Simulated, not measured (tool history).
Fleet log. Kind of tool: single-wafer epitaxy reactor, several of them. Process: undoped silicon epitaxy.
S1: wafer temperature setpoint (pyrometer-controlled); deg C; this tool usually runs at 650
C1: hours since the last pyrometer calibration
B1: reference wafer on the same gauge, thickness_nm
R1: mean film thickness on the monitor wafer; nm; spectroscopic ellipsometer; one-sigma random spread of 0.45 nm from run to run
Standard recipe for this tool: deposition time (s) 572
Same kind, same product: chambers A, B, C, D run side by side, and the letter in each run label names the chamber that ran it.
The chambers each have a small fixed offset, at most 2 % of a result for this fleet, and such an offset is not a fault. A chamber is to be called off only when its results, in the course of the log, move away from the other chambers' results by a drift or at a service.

run 1A hour=8.0 | S1=650 deposition_time_(s)=572 | C1=1094.5 | B1=85.101 | R1=95.759
run 2C hour=18.5 | S1=650 deposition_time_(s)=572 | C1=550.2 | B1=84.913 | R1=97.394
run 3D hour=30.7 | S1=650 deposition_time_(s)=572 | C1=737.9 | B1=84.873 | R1=97.457
run 4B hour=38.9 | S1=650 deposition_time_(s)=572 | C1=1048.4 | B1=85.039 | R1=95.755
run 5B hour=46.1 | S1=650 deposition_time_(s)=572 | C1=1055.6 | B1=84.903 | R1=96.058
run 6A hour=54.6 | S1=637 deposition_time_(s)=572 | C1=1141.1 | B1=85.064 | R1=71.713
run 7C hour=64.6 | S1=637 deposition_time_(s)=572 | C1=596.3 | B1=84.904 | R1=72.875
run 8D hour=72.2 | S1=637 deposition_time_(s)=572 | C1=779.4 | B1=84.945 | R1=73.348
run 9D hour=83.0 | S1=637 deposition_time_(s)=572 | C1=790.2 | B1=84.936 | R1=72.987
run 10B hour=93.3 | S1=650 deposition_time_(s)=620 | C1=1102.8 | B1=85.029 | R1=104.340
run 11C hour=104.3 | S1=650 deposition_time_(s)=620 | C1=636.0 | B1=85.011 | R1=104.540
run 12A hour=115.3 | S1=650 deposition_time_(s)=620 | C1=1201.8 | B1=85.019 | R1=103.800
run 13B hour=126.3 | S1=650 deposition_time_(s)=620 | C1=1135.8 | B1=84.990 | R1=103.420
run 14D hour=138.8 | S1=650 deposition_time_(s)=572 | C1=846.0 | B1=85.074 | R1=97.795
run 15C hour=147.8 | S1=650 deposition_time_(s)=572 | C1=679.5 | B1=84.982 | R1=97.528
run 16A hour=157.7 | S1=650 deposition_time_(s)=572 | C1=1244.2 | B1=84.910 | R1=94.933
run 17B hour=164.9 | S1=650 deposition_time_(s)=572 | C1=1174.4 | B1=84.946 | R1=96.133
run 18A hour=176.9 | S1=650 deposition_time_(s)=572 | C1=1263.4 | B1=84.997 | R1=95.315
run 19C hour=182.4 | S1=650 deposition_time_(s)=572 | C1=714.1 | B1=85.060 | R1=96.489
run 20D hour=191.4 | S1=650 deposition_time_(s)=572 | C1=898.6 | B1=85.081 | R1=97.671
run 21B hour=200.9 | S1=650 deposition_time_(s)=572 | C1=1210.4 | B1=84.872 | R1=96.079
run 22C hour=212.3 | S1=650 deposition_time_(s)=572 | C1=744.0 | B1=84.927 | R1=96.419
run 23D hour=219.6 | S1=650 deposition_time_(s)=572 | C1=926.8 | B1=84.959 | R1=96.908
run 24A hour=225.7 | S1=660 deposition_time_(s)=652 | C1=1312.2 | B1=84.971 | R1=134.940
run 25A hour=232.1 | S1=660 deposition_time_(s)=652 | C1=1318.6 | B1=85.032 | R1=134.990
run 26D hour=243.9 | S1=660 deposition_time_(s)=652 | C1=951.1 | B1=85.038 | R1=138.170
run 27B hour=250.6 | S1=660 deposition_time_(s)=652 | C1=1260.1 | B1=84.901 | R1=135.710
run 28C hour=259.8 | S1=650 deposition_time_(s)=572 | C1=791.5 | B1=84.961 | R1=96.505
-- hour=259.9 chamber D: pyrometer calibrated
run 29A hour=267.5 | S1=650 deposition_time_(s)=572 | C1=1354.0 | B1=85.023 | R1=95.249
run 30C hour=278.4 | S1=650 deposition_time_(s)=572 | C1=810.1 | B1=84.968 | R1=96.447
run 31D hour=285.8 | S1=650 deposition_time_(s)=572 | C1=26.0 | B1=85.036 | R1=98.002
run 32B hour=297.4 | S1=650 deposition_time_(s)=572 | C1=1306.9 | B1=85.019 | R1=95.349
run 33D hour=308.5 | S1=650 deposition_time_(s)=572 | C1=48.7 | B1=84.912 | R1=98.463
run 34C hour=317.2 | S1=650 deposition_time_(s)=572 | C1=848.9 | B1=85.026 | R1=96.955
run 35A hour=325.6 | S1=650 deposition_time_(s)=572 | C1=1412.1 | B1=84.983 | R1=94.564
run 36B hour=335.4 | S1=650 deposition_time_(s)=572 | C1=1344.9 | B1=84.913 | R1=96.102
run 37A hour=347.5 | S1=650 deposition_time_(s)=572 | C1=1434.0 | B1=84.993 | R1=96.227

Is one chamber off against the others, does the gauge drift, or is nothing wrong? If a chamber is off, say which, and what the likeliest cause is.

Neither any chamber nor the gauge drifts; the chambers differ only by their own small, steady offsets.
